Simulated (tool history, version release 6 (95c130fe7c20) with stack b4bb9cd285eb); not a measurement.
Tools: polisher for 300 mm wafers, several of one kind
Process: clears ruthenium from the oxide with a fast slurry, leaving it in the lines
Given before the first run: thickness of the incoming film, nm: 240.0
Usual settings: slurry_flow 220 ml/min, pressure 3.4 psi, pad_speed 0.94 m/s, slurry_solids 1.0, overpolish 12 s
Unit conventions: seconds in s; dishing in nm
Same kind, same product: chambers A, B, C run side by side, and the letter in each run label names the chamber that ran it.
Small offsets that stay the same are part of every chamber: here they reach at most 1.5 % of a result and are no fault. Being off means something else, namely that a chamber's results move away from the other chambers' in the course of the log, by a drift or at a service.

{"run": "1A", "day": 0.296, "slurry_flow": 220, "pressure": 3.4, "pad_speed": 0.94, "slurry_solids": 1.0, "overpolish": 12, "seconds": 62.076, "dishing": 24.971}
{"run": "2C", "day": 0.538, "slurry_flow": 220, "pressure": 3.4, "pad_speed": 0.94, "slurry_solids": 1.0, "overpolish": 12, "seconds": 60.915, "dishing": 24.029}
{"run": "3B", "day": 0.75, "slurry_flow": 220, "pressure": 3.4, "pad_speed": 0.94, "slurry_solids": 1.0, "overpolish": 12, "seconds": 58.201, "dishing": 24.759}
{"day": 0.754, "done": "chamber B: worn pad replaced by a new one"}
{"run": "4B", "day": 1.025, "slurry_flow": 220, "pressure": 3.4, "pad_speed": 0.94, "slurry_solids": 1.0, "overpolish": 12, "seconds": 59.938, "dishing": 25.043}
{"run": "5A", "day": 1.262, "slurry_flow": 220, "pressure": 3.4, "pad_speed": 0.94, "slurry_solids": 1.0, "overpolish": 12, "seconds": 60.938, "dishing": 24.788}
{"run": "6C", "day": 1.488, "slurry_flow": 220, "pressure": 3.4, "pad_speed": 0.94, "slurry_solids": 1.0, "overpolish": 12, "seconds": 60.721, "dishing": 24.499}
{"run": "7A", "day": 1.704, "slurry_flow": 220, "pressure": 4.1, "pad_speed": 0.94, "slurry_solids": 1.0, "overpolish": 12, "seconds": 51.962, "dishing": 26.65}
{"day": 1.846, "done": "chamber A: worn pad replaced by a new one"}
{"run": "8C", "day": 2.071, "slurry_flow": 220, "pressure": 4.1, "pad_speed": 0.94, "slurry_solids": 1.0, "overpolish": 12, "seconds": 50.864, "dishing": 26.994}
{"day": 2.204, "done": "chamber C: worn pad replaced by a new one"}
{"run": "9B", "day": 2.35, "slurry_flow": 220, "pressure": 4.1, "pad_speed": 0.94, "slurry_solids": 1.0, "overpolish": 12, "seconds": 50.048, "dishing": 27.157}
{"run": "10C", "day": 2.746, "slurry_flow": 220, "pressure": 3.4, "pad_speed": 0.94, "slurry_solids": 1.0, "overpolish": 12, "seconds": 62.041, "dishing": 24.906}
{"run": "11B", "day": 3.029, "slurry_flow": 220, "pressure": 3.4, "pad_speed": 0.94, "slurry_solids": 1.0, "overpolish": 12, "seconds": 59.53, "dishing": 24.682}
{"run": "12A", "day": 3.262, "slurry_flow": 220, "pressure": 3.4, "pad_speed": 0.66, "slurry_solids": 0.9, "overpolish": 12, "seconds": 97.44, "dishing": 18.888}
{"day": 3.308, "done": "chamber A: slurry nozzle cleaned"}
{"run": "13A", "day": 3.538, "slurry_flow": 220, "pressure": 3.4, "pad_speed": 0.66, "slurry_solids": 0.9, "overpolish": 12, "seconds": 98.745, "dishing": 19.135}
{"run": "14C", "day": 3.808, "slurry_flow": 220, "pressure": 3.4, "pad_speed": 0.66, "slurry_solids": 0.9, "overpolish": 12, "seconds": 90.585, "dishing": 20.01}
{"run": "15B", "day": 4.262, "slurry_flow": 185, "pressure": 3.4, "pad_speed": 0.94, "slurry_solids": 1.0, "overpolish": 8, "seconds": 62.439, "dishing": 18.968}
{"run": "16A", "day": 4.583, "slurry_flow": 185, "pressure": 3.4, "pad_speed": 0.94, "slurry_solids": 1.0, "overpolish": 8, "seconds": 69.019, "dishing": 18.423}
{"run": "17B", "day": 4.854, "slurry_flow": 185, "pressure": 3.4, "pad_speed": 0.94, "slurry_solids": 1.0, "overpolish": 8, "seconds": 60.185, "dishing": 19.289}
{"run": "18C", "day": 5.104, "slurry_flow": 220, "pressure": 3.4, "pad_speed": 0.94, "slurry_solids": 1.0, "overpolish": 12, "seconds": 60.876, "dishing": 24.839}
{"run": "19B", "day": 5.317, "slurry_flow": 220, "pressure": 3.4, "pad_speed": 0.94, "slurry_solids": 1.0, "overpolish": 12, "seconds": 59.067, "dishing": 25.092}
{"run": "20C", "day": 5.621, "slurry_flow": 220, "pressure": 3.4, "pad_speed": 0.94, "slurry_solids": 1.0, "overpolish": 12, "seconds": 60.703, "dishing": 24.444}

The same settings go to every chamber for the next run, one line per chamber below. Forecast the results for each:
{"run": "21A", "day": 5.954, "slurry_flow": 220, "pressure": 3.4, "pad_speed": 0.84, "slurry_solids": 1.0, "overpolish": 12, "seconds": "?", "dishing": "?"}
{"run": "21B", "day": 5.954, "slurry_flow": 220, "pressure": 3.4, "pad_speed": 0.84, "slurry_solids": 1.0, "overpolish": 12, "seconds": "?", "dishing": "?"}
{"run": "21C", "day": 5.954, "slurry_flow": 220, "pressure": 3.4, "pad_speed": 0.84, "slurry_solids": 1.0, "overpolish": 12, "seconds": "?", "dishing": "?"}

run=21A seconds=77.249 dishing=22.162
run=21B seconds=69.182 dishing=23.594
run=21C seconds=69.096 dishing=22.932
